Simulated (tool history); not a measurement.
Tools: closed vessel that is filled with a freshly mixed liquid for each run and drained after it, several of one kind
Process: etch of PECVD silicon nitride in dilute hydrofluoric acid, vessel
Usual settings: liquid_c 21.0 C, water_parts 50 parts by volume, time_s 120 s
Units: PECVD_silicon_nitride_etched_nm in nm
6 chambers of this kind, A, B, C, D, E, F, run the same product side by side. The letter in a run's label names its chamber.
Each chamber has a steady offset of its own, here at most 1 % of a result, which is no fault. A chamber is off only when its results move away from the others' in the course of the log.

run   hour  liquid_c  water_parts  time_s  read-back film thickness of the PECVD silicon nitride reference wafer, read on the same gauge (nm)  PECVD_silicon_nitride_etched_nm
 1E   10.2      21.0           50     120                                                                                              110.00                           5.8695
 2B   18.3      21.0           50     120                                                                                              110.04                           5.8461
 3D   26.1      21.0           50     120                                                                                              110.01                           5.9441
 4F   32.3      21.0           50     120                                                                                              109.97                           5.8137
 5C   42.8      19.5           70     120                                                                                              110.01                           3.8441
 6A   51.9      19.5           70     120                                                                                              110.00                           3.8287
 7F   59.0      19.5           70     120                                                                                              110.00                           3.8637
 8A   71.5      19.5           70     120                                                                                              110.00                           3.8349
 9B   82.9      19.5           70     120                                                                                              110.00                           3.8173
10D   93.0      19.5           70     120                                                                                              109.96                           3.8191
11C  103.6      21.0           50     120                                                                                              109.98                           5.8320
12E  111.0      21.0           35      55                                                                                              109.98                           3.8115
13E  123.1      21.0           35      55                                                                                              110.05                           3.7863
14B  135.0      21.0           35      55                                                                                              110.00                           3.7914
15F  146.9      21.0           35      55                                                                                              109.99                           3.7302
16D  152.4      21.0           35      55                                                                                              110.04                           3.8195
17C  162.1      21.0           35      55                                                                                              109.96                           3.8536
18A  171.3      21.0           50     120                                                                                              110.03                           5.8627
19B  181.1      21.0           50     120                                                                                              110.02                           5.8302
20A  187.1      21.0           50     120                                                                                              110.02                           5.9216
21F  195.0      21.0           50     120                                                                                              110.02                           5.8781
22D  204.0      21.0           50     120                                                                                              110.00                           5.8933
23C  216.2      21.0           50      75                                                                                              110.00                           3.6607
24E  227.4      21.0           50      75                                                                                              109.99                           3.7520
     228.4  -- chamber A: hydrofluoric acid flow meter replaced
25A  237.7      21.0           50      75                                                                                              110.01                           3.6486
26C  245.0      21.0           50      75                                                                                              109.97                           3.6867
     256.0  -- chamber F: hydrofluoric acid flow meter replaced
27F  256.0      21.0           50      75                                                                                              109.96                           3.6610
28D  261.7      21.0           50      75                                                                                              110.00                           3.6987
29E  273.6      21.0           50     120                                                                                              109.97                           5.9520
30B  280.7      21.0           50     120                                                                                              110.00                           5.8170
31B  287.4      21.0           50     120                                                                                              110.00                           5.7972
32F  297.5      21.0           50     120                                                                                              109.99                           5.8368
33E  306.1      21.0           50     120                                                                                              110.02                           5.9160
     310.9  -- chamber E: thermometer replaced
34D  316.8      21.0           50     120                                                                                              110.01                           5.9087
35C  328.2      21.0           50     120                                                                                              110.04                           5.8340
36A  340.7      17.5           65     120                                                                                              110.01                           3.5859
37F  352.8      17.5           65     120                                                                                              110.00                           3.5856
38B  364.3      17.5           65     120                                                                                              109.96                           3.5868
39E  376.1      17.5           65     120                                                                                              110.00                           3.6213
40D  388.6      17.5           65     120                                                                                              110.01                           3.6266
41C  397.9      17.5           65     120                                                                                              110.01                           3.6106
42A  407.8      21.0           50     120                                                                                              110.00                           5.9588
43B  414.2      21.0           50     120                                                                                              110.03                           5.9016

All 6 chambers run these settings next. Forecast each chamber's results:
44A  423.2      26.0           50     120                                                                                                                                    ?
44B  423.2      26.0           50     120                                                                                                                                    ?
44C  423.2      26.0           50     120                                                                                                                                    ?
44D  423.2      26.0           50     120                                                                                                                                    ?
44E  423.2      26.0           50     120                                                                                                                                    ?
44F  423.2      26.0           50     120                                                                                                                                    ?

run  PECVD_silicon_nitride_etched_nm
44A                           8.3185
44B                           8.0855
44C                           8.2051
44D                           8.3843
44E                           8.2445
44F                           8.3269
